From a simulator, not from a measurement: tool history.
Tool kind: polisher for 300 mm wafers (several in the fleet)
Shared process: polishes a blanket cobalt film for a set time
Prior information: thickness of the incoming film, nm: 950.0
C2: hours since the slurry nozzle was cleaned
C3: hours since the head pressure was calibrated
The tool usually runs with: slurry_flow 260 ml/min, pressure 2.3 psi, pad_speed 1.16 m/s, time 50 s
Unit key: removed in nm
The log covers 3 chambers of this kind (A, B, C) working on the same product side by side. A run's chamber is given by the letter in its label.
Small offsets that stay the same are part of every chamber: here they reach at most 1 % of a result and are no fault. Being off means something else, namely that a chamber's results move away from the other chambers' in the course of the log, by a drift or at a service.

Run 1C, hour 3.8: usual settings; wafers polished on this pad 792; C2 402.0; C3 717.5. Result: removed 359.52 nm.
Run 2B, hour 6.6: usual settings; wafers polished on this pad 826; C2 154.2; C3 295.7. Result: removed 358.29 nm.
At hour 9.7: chamber B: worn pad replaced by a new one.
Run 3A, hour 11.0: usual settings; wafers polished on this pad 184; C2 127.9; C3 602.2. Result: removed 362.75 nm.
Run 4B, hour 14.7: usual settings; wafers polished on this pad 75; C2 162.3; C3 303.8. Result: removed 355.18 nm.
Run 5A, hour 17.8: usual settings; wafers polished on this pad 285; C2 134.7; C3 609.0. Result: removed 360.23 nm.
Run 6C, hour 21.1: usual settings; wafers polished on this pad 1050; C2 419.3; C3 734.8. Result: removed 358.10 nm.
Run 7B, hour 24.0: usual settings but pressure 2.1 psi, time 66 s; wafers polished on this pad 214; C2 171.6; C3 313.1. Result: removed 437.09 nm.
Run 8C, hour 28.4: usual settings but pressure 2.1 psi, time 66 s; wafers polished on this pad 1159; C2 426.6; C3 742.1. Result: removed 431.26 nm.
Run 9A, hour 32.9: usual settings but pressure 2.1 psi, time 66 s; wafers polished on this pad 510; C2 149.8; C3 624.1. Result: removed 435.42 nm.
At hour 35.4: chamber C: worn pad replaced by a new one.
Run 10A, hour 36.8: usual settings; wafers polished on this pad 568; C2 153.7; C3 628.0. Result: removed 368.76 nm.
Run 11B, hour 41.3: usual settings; wafers polished on this pad 471; C2 188.9; C3 330.4. Result: removed 363.02 nm.
Run 12C, hour 44.6: usual settings; wafers polished on this pad 137; C2 442.8; C3 758.3. Result: removed 360.29 nm.
At hour 46.5: chamber A: worn pad replaced by a new one.
Run 13B, hour 49.0: usual settings; wafers polished on this pad 586; C2 196.6; C3 338.1. Result: removed 367.21 nm.
Run 14A, hour 52.3: usual settings; wafers polished on this pad 87; C2 169.2; C3 643.5. Result: removed 369.72 nm.
Run 15C, hour 55.6: usual settings; wafers polished on this pad 301; C2 453.8; C3 769.3. Result: removed 356.98 nm.
Run 16B, hour 58.4: usual settings; wafers polished on this pad 726; C2 206.0; C3 347.5. Result: removed 357.47 nm.
At hour 59.0: chamber B: worn pad replaced by a new one.
Run 17A, hour 60.4: usual settings; wafers polished on this pad 207; C2 177.3; C3 651.6. Result: removed 375.64 nm.
Run 18C, hour 63.3: usual settings; wafers polished on this pad 416; C2 461.5; C3 777.0. Result: removed 360.63 nm.
Run 19C, hour 65.7: usual settings; wafers polished on this pad 452; C2 463.9; C3 779.4. Result: removed 361.99 nm.
Run 20B, hour 70.3: usual settings; wafers polished on this pad 168; C2 217.9; C3 359.4. Result: removed 358.07 nm.
Run 21A, hour 72.9: usual settings but slurry_flow 175 ml/min, pad_speed 0.86 m/s; wafers polished on this pad 393; C2 189.8; C3 664.1. Result: removed 266.36 nm.
Run 22A, hour 76.2: usual settings but slurry_flow 175 ml/min, pad_speed 0.86 m/s; wafers polished on this pad 442; C2 193.1; C3 667.4. Result: removed 267.74 nm.
Run 23C, hour 78.4: usual settings but slurry_flow 175 ml/min, pad_speed 0.86 m/s; wafers polished on this pad 641; C2 476.6; C3 792.1. Result: removed 255.63 nm.
Run 24B, hour 81.6: usual settings; wafers polished on this pad 337; C2 229.2; C3 370.7. Result: removed 358.19 nm.
Run 25C, hour 83.9: usual settings; wafers polished on this pad 723; C2 482.1; C3 797.6. Result: removed 360.20 nm.
Run 26B, hour 87.3: usual settings; wafers polished on this pad 422; C2 234.9; C3 376.4. Result: removed 354.84 nm.
Run 27A, hour 90.0: usual settings; wafers polished on this pad 648; C2 206.9; C3 681.2. Result: removed 378.64 nm.
Run 28C, hour 92.6: usual settings; wafers polished on this pad 852; C2 490.8; C3 806.3. Result: removed 362.84 nm.
Run 29A, hour 95.5: usual settings; wafers polished on this pad 730; C2 212.4; C3 686.7. Result: removed 384.33 nm.
Run 30B, hour 97.9: usual settings; wafers polished on this pad 579; C2 245.5; C3 387.0. Result: removed 362.94 nm.

Next, all 3 chambers run the settings below, one line each with question marks for the results. What does each chamber give?
Run 31A, hour 101.2: usual settings. Result: removed ?.
Run 31B, hour 101.2: usual settings. Result: removed ?.
Run 31C, hour 101.2: usual settings. Result: removed ?.

run  removed
31A   391.78
31B   360.16
31C   364.71
